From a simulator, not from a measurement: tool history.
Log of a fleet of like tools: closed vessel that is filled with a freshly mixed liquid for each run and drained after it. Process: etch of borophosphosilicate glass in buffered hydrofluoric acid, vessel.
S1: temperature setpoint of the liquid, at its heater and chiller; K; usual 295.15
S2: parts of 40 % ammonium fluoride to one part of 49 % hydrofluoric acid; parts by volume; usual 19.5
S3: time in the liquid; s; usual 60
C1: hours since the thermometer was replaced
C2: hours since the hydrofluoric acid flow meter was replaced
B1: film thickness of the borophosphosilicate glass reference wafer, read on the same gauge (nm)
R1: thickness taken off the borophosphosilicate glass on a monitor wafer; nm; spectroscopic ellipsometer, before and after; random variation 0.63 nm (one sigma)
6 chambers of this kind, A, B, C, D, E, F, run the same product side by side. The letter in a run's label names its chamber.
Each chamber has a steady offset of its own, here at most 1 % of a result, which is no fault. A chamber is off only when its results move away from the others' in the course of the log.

run   hour      S1    S2  S3      C1      C2      B1      R1
 1B    5.8  295.15  19.5  60  1169.5  1372.4  70.008  64.260
 2F   11.4  295.15  19.5  60  2724.1   296.3  69.980  65.450
 3D   21.1  295.15  19.5  60   367.7   242.5  70.025  63.648
 4C   30.8  295.15  19.5  60  1057.4   555.5  70.033  64.189
 5A   41.2  295.15  19.5  60  2437.3   963.0  70.039  64.607
 6E   47.9  295.15  19.5  60   527.8   733.6  69.979  63.933
 7A   53.7  295.15  19.5  60  2449.8   975.5  70.033  64.259
 8B   63.9  295.15  19.5  60  1227.6  1430.5  70.008  65.021
 9D   71.6  295.15  19.5  60   418.2   293.0  70.001  64.498
10C   82.0  290.65  22.0  60  1108.6   606.7  69.988  45.937
11F   88.3  290.65  22.0  60  2801.0   373.2  69.968  45.306
12E   96.0  290.65  22.0  60   575.9   781.7  70.026  45.839
13E  105.6  290.65  22.0  60   585.5   791.3  69.973  45.551
14D  115.1  290.65  22.0  60   461.7   336.5  69.991  45.732
15A  119.7  290.65  22.0  60  2515.8  1041.5  69.994  45.865
16F  129.8  290.15  15.5  60  2842.5   414.7  70.042  61.942
17C  139.1  290.15  15.5  60  1165.7   663.8  70.015  61.607
18B  148.1  290.15  15.5  60  1311.8  1514.7  69.984  60.455
     149.9  -- chamber F: thermometer replaced
19C  155.7  290.15  15.5  60  1182.3   680.4  70.002  62.048
20D  161.8  290.15  15.5  60   508.4   383.2  69.975  62.041
21F  169.7  290.15  15.5  60    19.9   454.6  70.007  61.904
22A  176.7  299.65  19.5  40  2572.8  1098.5  69.992  54.569
23E  182.9  299.65  19.5  40   662.8   868.6  69.980  54.667
24B  188.1  299.65  19.5  40  1351.8  1554.7  69.997  54.783
25B  194.7  299.65  19.5  40  1358.4  1561.3  70.028  55.613
26D  200.1  299.65  19.5  40   546.7   421.5  70.026  53.712
27C  208.2  299.65  19.5  40  1234.8   732.9  69.995  54.467
28F  213.1  290.15  19.5  60    63.3   498.0  70.045  47.829
29E  219.7  290.15  19.5  60   699.6   905.4  70.008  48.188
30A  227.7  290.15  19.5  60  2623.8  1149.5  69.964  48.027
31C  233.0  290.15  19.5  60  1259.6   757.7  70.018  49.307
32B  240.3  290.15  19.5  60  1404.0  1606.9  70.011  48.059
33D  245.4  290.15  19.5  60   592.0   466.8  70.008  47.958
34E  253.6  297.65  16.0  60   733.5   939.3  70.015  88.833
35F  260.6  297.65  16.0  60   110.8   545.5  70.006  89.705
36A  271.0  297.65  16.0  60  2667.1  1192.8  69.980  89.827
37E  275.9  297.65  16.0  60   755.8   961.6  70.071  89.417
     278.3  -- chamber D: thermometer replaced
38A  286.3  297.65  16.0  60  2682.4  1208.1  69.990  88.983
39D  293.4  297.65  16.0  60    15.2   514.8  69.996  88.592
40B  303.8  295.15  25.0  60  1467.5  1670.4  70.011  53.588
41C  309.6  295.15  25.0  60  1336.2   834.3  70.001  53.647
42F  316.4  295.15  25.0  60   166.6   601.3  70.001  53.146

Is one chamber off against the others, does the gauge drift, or is nothing wrong? If a chamber is off, say which, and what the likeliest cause is.

No chamber stands off beyond its own small offset, and the gauge holds steady.
